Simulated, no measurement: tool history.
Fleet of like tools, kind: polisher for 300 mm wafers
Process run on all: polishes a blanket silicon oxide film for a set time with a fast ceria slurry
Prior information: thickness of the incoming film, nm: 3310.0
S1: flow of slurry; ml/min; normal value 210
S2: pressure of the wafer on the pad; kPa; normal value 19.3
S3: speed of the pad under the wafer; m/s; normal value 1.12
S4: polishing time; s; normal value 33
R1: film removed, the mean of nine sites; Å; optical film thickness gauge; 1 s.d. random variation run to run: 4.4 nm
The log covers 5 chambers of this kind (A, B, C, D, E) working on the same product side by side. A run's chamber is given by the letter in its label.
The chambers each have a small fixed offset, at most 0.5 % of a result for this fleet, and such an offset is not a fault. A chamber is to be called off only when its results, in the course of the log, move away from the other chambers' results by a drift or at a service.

{"hour": 8.5, "done": "chamber A: worn pad replaced by a new one"}
{"run": "1E", "hour": 12.7, "S1": 210, "S2": 19.3, "S3": 1.12, "S4": 33, "R1": 4624.4}
{"run": "2A", "hour": 19.7, "S1": 210, "S2": 19.3, "S3": 1.12, "S4": 33, "R1": 4671.2}
{"hour": 28.7, "done": "chamber E: worn pad replaced by a new one"}
{"run": "3C", "hour": 32.4, "S1": 210, "S2": 19.3, "S3": 1.12, "S4": 33, "R1": 4718.3}
{"run": "4B", "hour": 41.9, "S1": 210, "S2": 19.3, "S3": 1.12, "S4": 33, "R1": 4709.0}
{"run": "5D", "hour": 48.1, "S1": 210, "S2": 19.3, "S3": 1.12, "S4": 33, "R1": 4741.8}
{"hour": 50.7, "done": "chamber D: slurry nozzle cleaned"}
{"run": "6A", "hour": 61.0, "S1": 210, "S2": 19.3, "S3": 1.12, "S4": 33, "R1": 4731.2}
{"hour": 61.6, "done": "chamber B: worn pad replaced by a new one"}
{"hour": 62.6, "done": "chamber D: worn pad replaced by a new one"}
{"hour": 64.7, "done": "chamber C: slurry nozzle cleaned"}
{"hour": 71.1, "done": "chamber A: worn pad replaced by a new one"}
{"run": "7E", "hour": 72.1, "S1": 210, "S2": 19.3, "S3": 1.12, "S4": 33, "R1": 4796.9}
{"run": "8B", "hour": 82.0, "S1": 210, "S2": 19.3, "S3": 1.12, "S4": 33, "R1": 4831.5}
{"run": "9D", "hour": 89.9, "S1": 210, "S2": 15.2, "S3": 1.12, "S4": 33, "R1": 3682.9}
{"run": "10C", "hour": 101.7, "S1": 210, "S2": 15.2, "S3": 1.12, "S4": 33, "R1": 3670.1}
{"run": "11B", "hour": 113.8, "S1": 210, "S2": 15.2, "S3": 1.12, "S4": 33, "R1": 3746.7}
{"hour": 118.8, "done": "chamber B: slurry nozzle cleaned"}
{"run": "12A", "hour": 122.4, "S1": 210, "S2": 15.2, "S3": 1.12, "S4": 33, "R1": 3696.3}
{"hour": 124.8, "done": "chamber C: head pressure recalibrated"}
{"hour": 127.8, "done": "chamber A: worn pad replaced by a new one"}
{"run": "13D", "hour": 133.3, "S1": 210, "S2": 15.2, "S3": 1.12, "S4": 33, "R1": 3667.3}
{"run": "14E", "hour": 144.2, "S1": 210, "S2": 19.3, "S3": 1.12, "S4": 33, "R1": 4640.0}
{"run": "15C", "hour": 153.2, "S1": 210, "S2": 19.3, "S3": 1.12, "S4": 33, "R1": 4667.9}
{"hour": 154.4, "done": "chamber B: worn pad replaced by a new one"}
{"hour": 155.7, "done": "chamber E: worn pad replaced by a new one"}
{"run": "16E", "hour": 162.4, "S1": 255, "S2": 19.3, "S3": 1.12, "S4": 45, "R1": 6674.7}
{"hour": 166.3, "done": "chamber D: worn pad replaced by a new one"}
{"run": "17B", "hour": 170.7, "S1": 255, "S2": 19.3, "S3": 1.12, "S4": 45, "R1": 6625.2}
{"run": "18C", "hour": 177.9, "S1": 255, "S2": 19.3, "S3": 1.12, "S4": 45, "R1": 6469.6}
{"run": "19D", "hour": 190.5, "S1": 255, "S2": 19.3, "S3": 1.12, "S4": 45, "R1": 6502.3}
{"hour": 193.7, "done": "chamber A: worn pad replaced by a new one"}
{"run": "20A", "hour": 197.9, "S1": 255, "S2": 19.3, "S3": 1.12, "S4": 45, "R1": 6633.4}
{"run": "21D", "hour": 208.3, "S1": 240, "S2": 19.3, "S3": 1.12, "S4": 33, "R1": 4786.7}
{"run": "22A", "hour": 220.6, "S1": 240, "S2": 19.3, "S3": 1.12, "S4": 33, "R1": 4812.9}
{"run": "23B", "hour": 229.7, "S1": 240, "S2": 19.3, "S3": 1.12, "S4": 33, "R1": 4803.2}
{"hour": 238.6, "done": "chamber E: head pressure recalibrated"}
{"run": "24C", "hour": 242.2, "S1": 240, "S2": 19.3, "S3": 1.12, "S4": 33, "R1": 4569.5}
{"run": "25E", "hour": 251.6, "S1": 240, "S2": 19.3, "S3": 1.12, "S4": 33, "R1": 4776.8}
{"hour": 259.9, "done": "chamber B: head pressure recalibrated"}
{"hour": 264.0, "done": "chamber E: slurry nozzle cleaned"}
{"run": "26E", "hour": 264.2, "S1": 210, "S2": 19.3, "S3": 1.12, "S4": 33, "R1": 4736.6}
{"hour": 264.6, "done": "chamber A: worn pad replaced by a new one"}
{"run": "27D", "hour": 270.4, "S1": 210, "S2": 22.1, "S3": 0.84, "S4": 33, "R1": 4084.3}
{"hour": 271.3, "done": "chamber B: worn pad replaced by a new one"}
{"hour": 275.5, "done": "chamber A: head pressure recalibrated"}
{"run": "28A", "hour": 276.1, "S1": 210, "S2": 22.1, "S3": 0.84, "S4": 33, "R1": 4025.3}
{"hour": 276.7, "done": "chamber D: worn pad replaced by a new one"}
{"run": "29C", "hour": 288.8, "S1": 210, "S2": 22.1, "S3": 0.84, "S4": 33, "R1": 3778.9}
{"hour": 295.1, "done": "chamber D: slurry nozzle cleaned"}
{"run": "30B", "hour": 301.8, "S1": 210, "S2": 22.1, "S3": 0.84, "S4": 33, "R1": 4083.9}
{"hour": 310.2, "done": "chamber C: slurry nozzle cleaned"}
{"run": "31D", "hour": 312.4, "S1": 210, "S2": 22.1, "S3": 0.84, "S4": 33, "R1": 4071.6}
{"run": "32C", "hour": 324.3, "S1": 210, "S2": 19.3, "S3": 1.12, "S4": 33, "R1": 4391.5}
{"run": "33B", "hour": 332.9, "S1": 210, "S2": 19.3, "S3": 1.12, "S4": 33, "R1": 4741.8}

Read the log: is a single chamber off, either drifting away or since a service, is the gauge that measures every chamber drifting, or is nothing wrong beyond small per-chamber offsets? Name any odd chamber and what most likely caused it.

One chamber, C, drifts off from the rest bit by bit.
What lies behind it: removal rate lost through wear of the pad, % = 7.49.

Here are 4 candidates for chamber C's next run, each the usual settings with a change, their results left as question marks. Which one brings its results back in line with what the others give on the usual settings?
A result is in line if it is within this distance of the other chambers' mean on the usual settings: R1 150.0 Å
{"run": "34C-1", "hour": 342.3, "S1": 210, "S2": 20.0, "S3": 1.16, "S4": 33, "R1": "?"}
{"run": "34C-2", "hour": 342.3, "S1": 185, "S2": 19.3, "S3": 1.12, "S4": 33, "R1": "?"}
{"run": "34C-3", "hour": 342.3, "S1": 210, "S2": 18.6, "S3": 1.1, "S4": 32, "R1": "?"}
{"run": "34C-4", "hour": 342.3, "S1": 210, "S2": 19.3, "S3": 1.14, "S4": 33, "R1": "?"}

What the other chambers average on the usual settings: R1 4705.6 Å
run=34C-1 R1=4676.7
run=34C-2 R1=4282.6
run=34C-3 R1=4000.8
run=34C-4 R1=4436.6
The answer is 34C-1, which returns the chamber to within the allowed miss of the others.
